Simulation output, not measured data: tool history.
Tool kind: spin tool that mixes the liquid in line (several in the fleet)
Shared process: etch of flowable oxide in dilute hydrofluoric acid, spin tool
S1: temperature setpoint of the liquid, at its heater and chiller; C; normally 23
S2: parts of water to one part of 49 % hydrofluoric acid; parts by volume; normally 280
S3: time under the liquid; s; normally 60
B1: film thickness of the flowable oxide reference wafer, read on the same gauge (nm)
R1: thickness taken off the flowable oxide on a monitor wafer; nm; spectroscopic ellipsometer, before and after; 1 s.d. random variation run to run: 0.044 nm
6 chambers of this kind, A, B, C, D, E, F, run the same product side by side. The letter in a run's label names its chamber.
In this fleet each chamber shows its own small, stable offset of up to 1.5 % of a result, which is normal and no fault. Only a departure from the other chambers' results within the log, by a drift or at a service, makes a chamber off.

Run 1D, day 0.104: usual settings; B1 110. Result: R1 10.663 nm.
Run 2E, day 0.308: usual settings; B1 109.98. Result: R1 10.55 nm.
Run 3F, day 0.446: usual settings; B1 109.99. Result: R1 10.625 nm.
Run 4B, day 0.579: usual settings; B1 110.03. Result: R1 10.664 nm.
Run 5C, day 0.688: usual settings; B1 110.02. Result: R1 10.501 nm.
Run 6A, day 0.846: usual settings; B1 109.97. Result: R1 10.624 nm.
Run 7A, day 0.988: usual settings; B1 109.96. Result: R1 10.619 nm.
Run 8F, day 1.225: usual settings but S2 160 parts by volume, S3 30 s; B1 110.01. Result: R1 10.588 nm.
At day 1.321: chamber C: hydrofluoric acid flow meter replaced.
Run 9E, day 1.446: usual settings but S2 160 parts by volume, S3 30 s; B1 109.98. Result: R1 10.496 nm.
Run 10B, day 1.671: usual settings but S2 160 parts by volume, S3 30 s; B1 110.02. Result: R1 10.659 nm.
Run 11C, day 1.775: usual settings but S2 160 parts by volume, S3 30 s; B1 110. Result: R1 10.415 nm.
Run 12D, day 1.975: usual settings but S2 160 parts by volume, S3 30 s; B1 110.04. Result: R1 10.624 nm.
Run 13F, day 2.1: usual settings but S2 160 parts by volume, S3 30 s; B1 109.98. Result: R1 10.56 nm.
At day 2.121: chamber A: hydrofluoric acid flow meter replaced.
Run 14D, day 2.204: usual settings; B1 109.98. Result: R1 10.731 nm.
Run 15E, day 2.325: usual settings; B1 109.99. Result: R1 10.519 nm.
Run 16B, day 2.533: usual settings; B1 110.01. Result: R1 10.652 nm.
Run 17C, day 2.717: usual settings; B1 110.01. Result: R1 10.502 nm.
Run 18A, day 2.838: usual settings; B1 109.99. Result: R1 10.699 nm.
Run 19E, day 3.021: usual settings; B1 109.99. Result: R1 10.479 nm.
Run 20C, day 3.171: usual settings; B1 109.98. Result: R1 10.54 nm.
Run 21F, day 3.383: usual settings; B1 109.95. Result: R1 10.621 nm.
Run 22D, day 3.542: usual settings; B1 110.02. Result: R1 10.724 nm.
Run 23B, day 3.675: usual settings; B1 110.02. Result: R1 10.632 nm.
Run 24A, day 3.788: usual settings; B1 110.02. Result: R1 10.631 nm.
Run 25C, day 3.912: usual settings but S3 80 s; B1 109.99. Result: R1 14.066 nm.
Run 26A, day 4.108: usual settings but S3 80 s; B1 110.02. Result: R1 14.085 nm.
Run 27B, day 4.283: usual settings but S3 80 s; B1 109.99. Result: R1 14.193 nm.
Run 28E, day 4.404: usual settings but S3 80 s; B1 110. Result: R1 14.024 nm.
Run 29D, day 4.546: usual settings but S3 80 s; B1 109.97. Result: R1 14.238 nm.
Run 30F, day 4.742: usual settings but S3 80 s; B1 110. Result: R1 14.16 nm.
Run 31F, day 4.858: usual settings; B1 110. Result: R1 10.594 nm.
Run 32C, day 5.067: usual settings; B1 110.03. Result: R1 10.558 nm.
Run 33B, day 5.192: usual settings; B1 109.99. Result: R1 10.608 nm.
Run 34A, day 5.408: usual settings; B1 110.01. Result: R1 10.636 nm.
Run 35E, day 5.546: usual settings; B1 109.99. Result: R1 10.433 nm.
Run 36D, day 5.712: usual settings; B1 110.02. Result: R1 10.691 nm.
Run 37B, day 5.842: usual settings but S2 230 parts by volume, S3 75 s; B1 109.97. Result: R1 17.146 nm.
Run 38D, day 6: usual settings but S2 230 parts by volume, S3 75 s; B1 109.99. Result: R1 17.147 nm.
Run 39C, day 6.192: usual settings but S2 230 parts by volume, S3 75 s; B1 109.98. Result: R1 16.838 nm.
Run 40A, day 6.375: usual settings but S2 230 parts by volume, S3 75 s; B1 110.01. Result: R1 16.987 nm.

What goes on in this fleet: one chamber off, a drifting gauge, or nothing beyond the chambers' own small offsets? Name the chamber and the cause, if any.

Nothing is wrong: each chamber keeps only its own small, steady offset and the gauge holds still.
